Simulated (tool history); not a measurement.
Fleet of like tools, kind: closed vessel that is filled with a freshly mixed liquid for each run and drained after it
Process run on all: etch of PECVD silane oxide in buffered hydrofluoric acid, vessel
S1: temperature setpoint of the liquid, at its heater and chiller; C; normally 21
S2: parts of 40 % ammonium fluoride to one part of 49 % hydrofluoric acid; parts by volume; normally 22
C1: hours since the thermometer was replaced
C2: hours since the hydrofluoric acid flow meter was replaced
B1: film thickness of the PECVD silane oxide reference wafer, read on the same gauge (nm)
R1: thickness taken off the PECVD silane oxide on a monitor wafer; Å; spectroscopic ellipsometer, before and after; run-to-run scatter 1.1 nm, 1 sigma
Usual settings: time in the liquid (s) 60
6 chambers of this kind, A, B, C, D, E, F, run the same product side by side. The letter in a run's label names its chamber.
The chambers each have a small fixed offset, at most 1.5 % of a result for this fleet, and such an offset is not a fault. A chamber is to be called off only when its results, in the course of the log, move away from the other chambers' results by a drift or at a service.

Run 1D, hour 10: usual settings; C1 326.3; C2 585.4; B1 39.978. Result: R1 1204.3 Å.
Run 2A, hour 15: usual settings; C1 932.7; C2 772.6; B1 39.965. Result: R1 1208.6 Å.
Run 3E, hour 22.4: usual settings; C1 717.5; C2 392.1; B1 40.017. Result: R1 1234.6 Å.
Run 4C, hour 29.8: usual settings; C1 914.3; C2 696.1; B1 39.975. Result: R1 1213.2 Å.
Run 5B, hour 39: usual settings; C1 571.9; C2 687.3; B1 40.006. Result: R1 1216.6 Å.
Run 6F, hour 47.6: usual settings; C1 1260.2; C2 194.8; B1 40.009. Result: R1 1232 Å.
Run 7C, hour 58.6: usual settings; C1 943.1; C2 724.9; B1 39.979. Result: R1 1215.9 Å.
Run 8A, hour 63.7: usual settings; C1 981.4; C2 821.3; B1 40.001. Result: R1 1210 Å.
Run 9F, hour 70: usual settings; C1 1282.6; C2 217.2; B1 39.985. Result: R1 1212.5 Å.
Run 10E, hour 77: usual settings; C1 772.1; C2 446.7; B1 40.006. Result: R1 1221.3 Å.
Run 11D, hour 87.7: usual settings but time in the liquid (s) 75; C1 404; C2 663.1; B1 40.011. Result: R1 1485.5 Å.
At hour 90.7: chamber B: hydrofluoric acid flow meter replaced.
Run 12B, hour 93.9: usual settings but time in the liquid (s) 75; C1 626.8; C2 3.2; B1 40.004. Result: R1 1538.5 Å.
Run 13B, hour 102: usual settings but time in the liquid (s) 75; C1 634.9; C2 11.3; B1 39.987. Result: R1 1534.6 Å.
Run 14E, hour 108.1: usual settings but time in the liquid (s) 75; C1 803.2; C2 477.8; B1 39.989. Result: R1 1567.8 Å.
Run 15F, hour 113.4: usual settings but time in the liquid (s) 75; C1 1326; C2 260.6; B1 40.002. Result: R1 1506.1 Å.
Run 16C, hour 123.2: usual settings but time in the liquid (s) 75; C1 1007.7; C2 789.5; B1 39.989. Result: R1 1499.8 Å.
Run 17A, hour 129.4: usual settings; C1 1047.1; C2 887; B1 40.023. Result: R1 1234.8 Å.
Run 18D, hour 139.9: usual settings; C1 456.2; C2 715.3; B1 40.046. Result: R1 1186 Å.
Run 19A, hour 145.5: usual settings; C1 1063.2; C2 903.1; B1 40.015. Result: R1 1233.8 Å.
Run 20E, hour 154.3: usual settings but S1 17 C; C1 849.4; C2 524; B1 39.991. Result: R1 973.38 Å.
Run 21C, hour 161.1: usual settings but S1 17 C; C1 1045.6; C2 827.4; B1 40.018. Result: R1 968.35 Å.
Run 22D, hour 172.1: usual settings but S1 17 C; C1 488.4; C2 747.5; B1 40.027. Result: R1 945.78 Å.
Run 23F, hour 179.6: usual settings but S1 17 C; C1 1392.2; C2 326.8; B1 40.018. Result: R1 977.86 Å.
Run 24B, hour 188.5: usual settings but S1 17 C; C1 721.4; C2 97.8; B1 39.995. Result: R1 985.84 Å.
Run 25D, hour 195.7: usual settings but S1 17 C; C1 512; C2 771.1; B1 40.028. Result: R1 923.99 Å.
At hour 200.6: chamber F: thermometer replaced.
At hour 204: chamber A: hydrofluoric acid flow meter replaced.
Run 26C, hour 205.7: usual settings; C1 1090.2; C2 872; B1 40.008. Result: R1 1196.9 Å.
Run 27A, hour 215.4: usual settings; C1 1133.1; C2 11.5; B1 39.999. Result: R1 1200.5 Å.
Run 28E, hour 224: usual settings; C1 919.1; C2 593.7; B1 39.976. Result: R1 1236 Å.
Run 29F, hour 234: usual settings; C1 33.4; C2 381.2; B1 39.989. Result: R1 1211.2 Å.
Run 30B, hour 240.3: usual settings; C1 773.2; C2 149.6; B1 39.987. Result: R1 1218 Å.
Run 31E, hour 246.3: usual settings; C1 941.4; C2 616; B1 39.995. Result: R1 1226.2 Å.
Run 32B, hour 257.2: usual settings; C1 790.1; C2 166.5; B1 40.002. Result: R1 1243.1 Å.
Run 33A, hour 265.4: usual settings; C1 1183.1; C2 61.5; B1 40.026. Result: R1 1220.4 Å.
At hour 266.7: chamber F: hydrofluoric acid flow meter replaced.
Run 34C, hour 275.9: usual settings; C1 1160.4; C2 942.2; B1 40.013. Result: R1 1244.9 Å.
Run 35D, hour 286.3: usual settings but S1 17 C; C1 602.6; C2 861.7; B1 39.993. Result: R1 922.36 Å.
At hour 293.1: chamber E: hydrofluoric acid flow meter replaced.
Run 36F, hour 296.6: usual settings but S1 17 C; C1 96; C2 29.9; B1 39.99. Result: R1 971.39 Å.
Run 37E, hour 302.2: usual settings but S1 17 C; C1 997.3; C2 9.2; B1 39.994. Result: R1 974.43 Å.
Run 38F, hour 310.5: usual settings but S1 17 C; C1 109.9; C2 43.8; B1 40.022. Result: R1 990.93 Å.
Run 39A, hour 320.6: usual settings but S1 17 C; C1 1238.3; C2 116.7; B1 39.986. Result: R1 998.01 Å.
Run 40C, hour 329.7: usual settings but S1 17 C; C1 1214.2; C2 996; B1 39.997. Result: R1 963.04 Å.
Run 41B, hour 339: usual settings but S1 24 C; C1 871.9; C2 248.3; B1 39.978. Result: R1 1454.7 Å.
Run 42D, hour 346.6: usual settings but S1 24 C; C1 662.9; C2 922; B1 40. Result: R1 1326.8 Å.

Next, every chamber runs the same settings. What will each give?
Run 43A, hour 354.5: usual settings but S2 29.5 parts by volume. Result: R1 ?.
Run 43B, hour 354.5: usual settings but S2 29.5 parts by volume. Result: R1 ?.
Run 43C, hour 354.5: usual settings but S2 29.5 parts by volume. Result: R1 ?.
Run 43D, hour 354.5: usual settings but S2 29.5 parts by volume. Result: R1 ?.
Run 43E, hour 354.5: usual settings but S2 29.5 parts by volume. Result: R1 ?.
Run 43F, hour 354.5: usual settings but S2 29.5 parts by volume. Result: R1 ?.

run      R1
43A  991.21
43B  1003.5
43C  987.42
43D  889.32
43E  1015.9
43F  1008.8

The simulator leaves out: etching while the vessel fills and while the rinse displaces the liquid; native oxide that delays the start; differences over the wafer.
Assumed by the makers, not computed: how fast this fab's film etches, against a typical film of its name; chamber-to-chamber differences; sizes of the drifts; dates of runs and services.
